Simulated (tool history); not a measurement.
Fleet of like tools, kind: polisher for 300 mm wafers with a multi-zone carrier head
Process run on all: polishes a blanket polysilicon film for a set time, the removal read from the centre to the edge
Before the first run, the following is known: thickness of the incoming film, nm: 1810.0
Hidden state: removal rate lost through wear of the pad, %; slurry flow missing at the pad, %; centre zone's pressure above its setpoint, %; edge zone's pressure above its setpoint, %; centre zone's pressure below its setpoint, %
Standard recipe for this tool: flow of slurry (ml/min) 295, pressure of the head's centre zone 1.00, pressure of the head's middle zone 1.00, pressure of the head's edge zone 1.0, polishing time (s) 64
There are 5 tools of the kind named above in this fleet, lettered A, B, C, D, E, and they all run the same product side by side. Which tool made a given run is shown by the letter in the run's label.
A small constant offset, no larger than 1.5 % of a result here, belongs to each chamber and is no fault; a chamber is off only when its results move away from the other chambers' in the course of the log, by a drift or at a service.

| run | day | flow of slurry (ml/min) | pressure of the head's centre zone | pressure of the head's middle zone | pressure of the head's edge zone | polishing time (s) | wafers polished on this pad | hours since the slurry nozzle was cleaned | hours since the centre zone pressure was calibrated | hours since the edge zone pressure was calibrated | film removed at the wafer's centre (nm) | film removed at mid-radius (nm) | film removed at the wafer's edge (nm) |
|---|---|---|---|---|---|---|---|---|---|---|---|---|---|
| 1B | 0.500 | 295 | 1.00 | 1.00 | 1.0 | 64 | 171 | 65.4 | 917.9 | 524.3 | 596.63 | 605.54 | 612.84 |
|  | 0.808 | chamber A: worn pad replaced by a new one |
| 2E | 0.962 | 295 | 1.00 | 1.00 | 1.0 | 64 | 408 | 270.0 | 419.2 | 607.2 | 613.68 | 603.29 | 594.23 |
|  | 0.971 | chamber A: edge zone pressure recalibrated |
| 3D | 1.400 | 295 | 1.00 | 1.00 | 1.0 | 64 | 824 | 593.3 | 449.9 | 206.2 | 597.19 | 610.25 | 590.94 |
|  | 1.675 | chamber D: worn pad replaced by a new one |
| 4C | 1.717 | 295 | 1.00 | 1.00 | 1.0 | 64 | 756 | 97.2 | 447.7 | 43.8 | 601.02 | 609.38 | 612.45 |
| 5A | 2.204 | 295 | 1.00 | 1.00 | 1.0 | 64 | 282 | 245.0 | 538.5 | 29.6 | 603.63 | 610.85 | 600.64 |
| 6A | 2.475 | 295 | 1.08 | 1.00 | 1.0 | 64 | 336 | 251.5 | 545.0 | 36.1 | 654.28 | 602.35 | 607.63 |
| 7C | 2.942 | 295 | 1.08 | 1.00 | 1.0 | 64 | 1002 | 126.6 | 477.1 | 73.2 | 651.43 | 602.20 | 592.90 |
|  | 3.225 | chamber B: centre zone pressure recalibrated |
|  | 3.267 | chamber C: worn pad replaced by a new one |
| 8E | 3.325 | 295 | 1.08 | 1.00 | 1.0 | 64 | 884 | 326.7 | 475.9 | 663.9 | 665.54 | 611.03 | 597.00 |
|  | 3.746 | chamber A: slurry nozzle cleaned |
| 9D | 3.821 | 295 | 1.08 | 1.00 | 1.0 | 64 | 432 | 651.4 | 508.0 | 264.3 | 657.04 | 606.55 | 594.26 |
| 10B | 4.362 | 295 | 1.08 | 1.00 | 1.0 | 64 | 949 | 158.1 | 27.3 | 617.0 | 645.62 | 601.56 | 604.38 |
| 11E | 4.733 | 295 | 1.00 | 1.00 | 1.0 | 76 | 1168 | 360.5 | 509.7 | 697.7 | 727.91 | 723.45 | 727.01 |
| 12C | 5.096 | 295 | 1.00 | 1.00 | 1.0 | 76 | 368 | 178.3 | 528.8 | 124.9 | 724.84 | 709.16 | 718.96 |
|  | 5.200 | chamber E: worn pad replaced by a new one |
|  | 5.208 | chamber B: worn pad replaced by a new one |
| 13A | 5.362 | 295 | 1.00 | 1.00 | 1.0 | 76 | 918 | 38.8 | 614.3 | 105.4 | 717.49 | 706.39 | 739.97 |
|  | 5.525 | chamber D: worn pad replaced by a new one |
|  | 5.592 | chamber A: centre zone pressure recalibrated |
|  | 5.608 | chamber A: worn pad replaced by a new one |
| 14D | 5.896 | 295 | 1.00 | 1.00 | 1.0 | 76 | 75 | 701.2 | 557.8 | 314.1 | 716.59 | 707.37 | 735.27 |
| 15B | 6.408 | 295 | 1.00 | 1.00 | 1.0 | 76 | 242 | 207.2 | 76.4 | 666.1 | 706.02 | 722.06 | 733.65 |
| 16B | 6.821 | 295 | 1.07 | 1.00 | 1.0 | 49 | 325 | 217.1 | 86.3 | 676.0 | 484.97 | 468.79 | 461.60 |
| 17E | 7.367 | 295 | 1.07 | 1.00 | 1.0 | 49 | 437 | 423.7 | 572.9 | 760.9 | 500.66 | 467.21 | 460.93 |
|  | 7.658 | chamber C: worn pad replaced by a new one |
| 18C | 7.712 | 295 | 1.07 | 1.00 | 1.0 | 49 | 11 | 241.1 | 591.6 | 187.7 | 495.45 | 452.32 | 462.56 |
| 19A | 8.150 | 295 | 1.07 | 1.00 | 1.0 | 49 | 512 | 105.7 | 61.5 | 172.3 | 494.50 | 468.29 | 468.25 |
| 20D | 8.400 | 295 | 1.07 | 1.00 | 1.0 | 49 | 580 | 761.3 | 617.9 | 374.2 | 492.24 | 461.91 | 459.70 |
| 21B | 8.917 | 295 | 1.00 | 1.00 | 1.0 | 64 | 748 | 267.4 | 136.6 | 726.3 | 600.66 | 616.29 | 605.25 |
|  | 9.262 | chamber D: worn pad replaced by a new one |
| 22A | 9.392 | 295 | 1.00 | 1.00 | 1.0 | 64 | 763 | 135.5 | 91.3 | 202.1 | 598.77 | 595.81 | 609.09 |
| 23D | 9.862 | 295 | 1.00 | 1.00 | 1.0 | 64 | 121 | 796.4 | 653.0 | 409.3 | 577.70 | 604.48 | 614.95 |
|  | 9.871 | chamber A: worn pad replaced by a new one |
| 24C | 10.367 | 295 | 1.00 | 1.00 | 1.0 | 64 | 546 | 304.8 | 655.3 | 251.4 | 604.18 | 608.20 | 608.38 |
| 25E | 10.912 | 295 | 1.00 | 1.00 | 1.0 | 64 | 1152 | 508.8 | 658.0 | 846.0 | 618.07 | 608.49 | 605.81 |
|  | 11.212 | chamber C: centre zone pressure recalibrated |
|  | 11.292 | chamber B: worn pad replaced by a new one |
| 26B | 11.362 | 295 | 1.00 | 1.00 | 1.0 | 64 | 15 | 326.1 | 195.3 | 785.0 | 597.91 | 605.83 | 619.83 |
|  | 11.821 | chamber E: worn pad replaced by a new one |
| 27A | 11.833 | 295 | 1.00 | 1.00 | 1.0 | 64 | 395 | 194.1 | 149.9 | 260.7 | 595.94 | 606.23 | 613.65 |
| 28D | 12.358 | 295 | 1.00 | 1.00 | 1.0 | 64 | 624 | 856.3 | 712.9 | 469.2 | 579.55 | 597.82 | 606.05 |
|  | 12.396 | chamber C: worn pad replaced by a new one |
|  | 12.650 | chamber C: edge zone pressure recalibrated |
| 29E | 12.671 | 295 | 1.00 | 1.00 | 1.0 | 64 | 172 | 551.0 | 700.2 | 888.2 | 610.18 | 601.98 | 598.25 |
| 30C | 12.962 | 295 | 1.00 | 1.09 | 1.0 | 64 | 114 | 367.1 | 42.1 | 7.5 | 599.81 | 651.70 | 602.97 |
|  | 13.000 | chamber D: worn pad replaced by a new one |
|  | 13.000 | chamber D: slurry nozzle cleaned |
|  | 13.267 | chamber E: edge zone pressure recalibrated |
| 31D | 13.383 | 295 | 1.00 | 1.09 | 1.0 | 64 | 77 | 9.2 | 737.5 | 493.8 | 571.91 | 659.52 | 604.90 |
|  | 13.492 | chamber D: edge zone pressure recalibrated |
| 32E | 13.750 | 295 | 1.00 | 1.09 | 1.0 | 64 | 389 | 576.9 | 726.1 | 11.6 | 618.92 | 660.12 | 610.61 |
| 33B | 14.167 | 295 | 1.00 | 1.09 | 1.0 | 64 | 580 | 393.4 | 262.6 | 852.3 | 599.91 | 659.84 | 608.57 |
| 34A | 14.496 | 295 | 1.00 | 1.09 | 1.0 | 64 | 932 | 258.0 | 213.8 | 324.6 | 596.74 | 646.30 | 600.55 |
|  | 14.921 | chamber A: worn pad replaced by a new one |
| 35C | 14.921 | 295 | 1.00 | 1.00 | 1.0 | 64 | 509 | 414.1 | 89.1 | 54.5 | 608.07 | 601.03 | 607.36 |
| 36B | 15.300 | 295 | 1.00 | 1.00 | 1.0 | 64 | 808 | 420.6 | 289.8 | 879.5 | 601.51 | 610.94 | 600.25 |
| 37A | 15.821 | 295 | 1.00 | 1.00 | 1.0 | 64 | 181 | 289.8 | 245.6 | 356.4 | 599.08 | 596.07 | 612.09 |
| 38E | 16.321 | 295 | 1.00 | 1.00 | 1.0 | 64 | 907 | 638.6 | 787.8 | 73.3 | 612.78 | 606.68 | 607.23 |
| 39C | 16.733 | 295 | 1.00 | 1.00 | 1.0 | 64 | 874 | 457.6 | 132.6 | 98.0 | 604.15 | 606.47 | 600.37 |
| 40D | 17.267 | 295 | 1.00 | 1.00 | 1.0 | 64 | 860 | 102.4 | 830.7 | 90.7 | 562.16 | 597.25 | 609.53 |
|  | 17.642 | chamber D: worn pad replaced by a new one |
|  | 17.721 | chamber A: slurry nozzle cleaned |
| 41E | 17.808 | 295 | 0.95 | 0.89 | 1.0 | 64 | 1207 | 674.3 | 823.5 | 109.0 | 585.47 | 537.43 | 590.00 |
|  | 17.958 | chamber C: worn pad replaced by a new one |
| 42C | 18.071 | 295 | 0.95 | 0.89 | 1.0 | 64 | 23 | 489.7 | 164.7 | 130.1 | 561.15 | 547.41 | 608.50 |
| 43A | 18.338 | 295 | 0.95 | 0.89 | 1.0 | 64 | 689 | 14.8 | 306.0 | 416.8 | 565.61 | 548.45 | 625.13 |
| 44D | 18.788 | 295 | 0.95 | 0.89 | 1.0 | 64 | 231 | 138.9 | 867.2 | 127.2 | 534.23 | 543.26 | 613.32 |

The same settings go to every chamber for the next run, one line per chamber below. Forecast the results for each:
| 45A | 19.179 | 295 | 1.00 | 1.00 | 1.1 | 64 |  |  |  |  | ? | ? | ? |
| 45B | 19.179 | 295 | 1.00 | 1.00 | 1.1 | 64 |  |  |  |  | ? | ? | ? |
| 45C | 19.179 | 295 | 1.00 | 1.00 | 1.1 | 64 |  |  |  |  | ? | ? | ? |
| 45D | 19.179 | 295 | 1.00 | 1.00 | 1.1 | 64 |  |  |  |  | ? | ? | ? |
| 45E | 19.179 | 295 | 1.00 | 1.00 | 1.1 | 64 |  |  |  |  | ? | ? | ? |

| run | film removed at the wafer's centre (nm) | film removed at mid-radius (nm) | film removed at the wafer's edge (nm) |
|---|---|---|---|
| 45A | 601.17 | 609.16 | 625.43 |
| 45B | 590.37 | 596.11 | 645.43 |
| 45C | 609.30 | 594.00 | 630.63 |
| 45D | 554.96 | 612.69 | 638.02 |
| 45E | 612.87 | 618.13 | 636.05 |

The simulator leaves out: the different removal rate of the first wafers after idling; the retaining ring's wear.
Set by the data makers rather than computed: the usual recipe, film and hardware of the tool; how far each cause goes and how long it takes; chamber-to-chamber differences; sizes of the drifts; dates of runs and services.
